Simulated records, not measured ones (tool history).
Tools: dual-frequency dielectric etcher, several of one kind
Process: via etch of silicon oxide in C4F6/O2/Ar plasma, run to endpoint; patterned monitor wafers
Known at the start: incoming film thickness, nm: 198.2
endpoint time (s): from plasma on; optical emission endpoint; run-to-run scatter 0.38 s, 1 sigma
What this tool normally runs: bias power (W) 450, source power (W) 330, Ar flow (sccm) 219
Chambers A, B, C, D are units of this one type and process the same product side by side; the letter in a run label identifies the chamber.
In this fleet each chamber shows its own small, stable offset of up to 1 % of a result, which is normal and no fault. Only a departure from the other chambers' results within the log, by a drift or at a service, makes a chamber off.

run	hour	bias power (W)	source power (W)	Ar flow (sccm)	hours since the last wet clean	hours since the last bias power generator calibration	hours since the last source power generator calibration	hours since the last Ar flow controller change	endpoint time (s)
# hour 2.6: chamber A: bias power generator calibrated
1C	4.9	450	330	219	225.4	2346.9	944.2	2424.1	47.566
2A	8.4	450	330	219	482.9	5.8	1126.9	443.8	47.426
3B	12.7	450	330	219	375.9	2479.2	1598.8	4560	46.694
4D	17.1	450	330	219	392.8	2953.4	1353.2	919.9	46.538
5C	19.9	450	330	219	240.4	2361.9	959.2	2439.1	47.724
6B	23.2	450	330	219	386.4	2489.7	1609.3	4570.5	46.856
7D	27.4	450	330	219	403.1	2963.7	1363.5	930.2	46.592
8A	31.5	450	330	219	506	28.9	1150	466.9	46.697
9A	34.4	450	330	219	508.9	31.8	1152.9	469.8	47.154
# hour 35: chamber A: wet clean of the chamber
10C	38.9	450	330	219	259.4	2380.9	978.2	2458.1	47.859
11D	41.7	450	330	219	417.4	2978	1377.8	944.5	47.161
# hour 42.3: chamber B: wet clean of the chamber
12B	46.1	450	330	219	3.8	2512.6	1632.2	4593.4	44.759
13A	52	450	330	219	17.1	49.4	1170.5	487.4	46.442
14C	55.2	450	330	219	275.7	2397.2	994.5	2474.4	47.285
# hour 56.6: chamber D: wet clean of the chamber
15D	60.9	450	390	247	4.4	2997.2	1397	963.7	45.393
16B	64	450	390	247	21.7	2530.5	1650.1	4611.3	42.728
17C	67.4	450	390	247	287.9	2409.4	1006.7	2486.6	45.329
18B	73	450	390	247	30.7	2539.5	1659.1	4620.3	42.557
19D	77.1	450	330	219	20.6	3013.4	1413.2	979.9	46.741
20A	82.1	450	330	219	47.2	79.5	1200.6	517.5	46.645
21D	86.7	450	330	219	30.2	3023	1422.8	989.5	47.066
22A	92.2	450	330	219	57.3	89.6	1210.7	527.6	46.324
23B	96	450	330	219	53.7	2562.5	1682.1	4643.3	44.414
24C	98.7	450	330	219	319.2	2440.7	1038	2517.9	46.731
25D	102.1	450	410	194	45.6	3038.4	1438.2	1004.9	42.151
26B	107.7	450	410	194	65.4	2574.2	1693.8	4655	40.486
27A	111.4	450	410	194	76.5	108.8	1229.9	546.8	42.417
28C	114.5	450	410	194	335	2456.5	1053.8	2533.7	42.677
29A	117.5	386	360	219	82.6	114.9	1236	552.9	48.719
30C	123.2	386	360	219	343.7	2465.2	1062.5	2542.4	47.905
31D	126	386	360	219	69.5	3062.3	1462.1	1028.8	48.323
32B	130.1	386	360	219	87.8	2596.6	1716.2	4677.4	45.207

Does one chamber stand apart from the rest, does the shared gauge drift, or is all well apart from small per-chamber offsets? Give the chamber and the most likely cause, where there is one.

A service left chamber B off against the others.
Cause: etch rate over this chamber's usual, % = 4.97.

Here are 4 candidates for chamber B's next run, each the usual settings with a change, their results left as question marks. Which one brings its results back in line with what the others give on the usual settings?
A result is in line if it is within this distance of the other chambers' mean on the usual settings: endpoint time (s) 1.3
33B-1	134.3	450	290	219					?
33B-2	134.3	503	330	211					?
33B-3	134.3	450	420	219					?
33B-4	134.3	349	330	219					?

The other chambers' mean on the usual settings: endpoint time (s) 47.039
run	endpoint time (s)
33B-1	47.119
33B-2	42.878
33B-3	41.073
33B-4	49.36
33B-1 is the one that brings the chamber's results back in line with the other chambers.
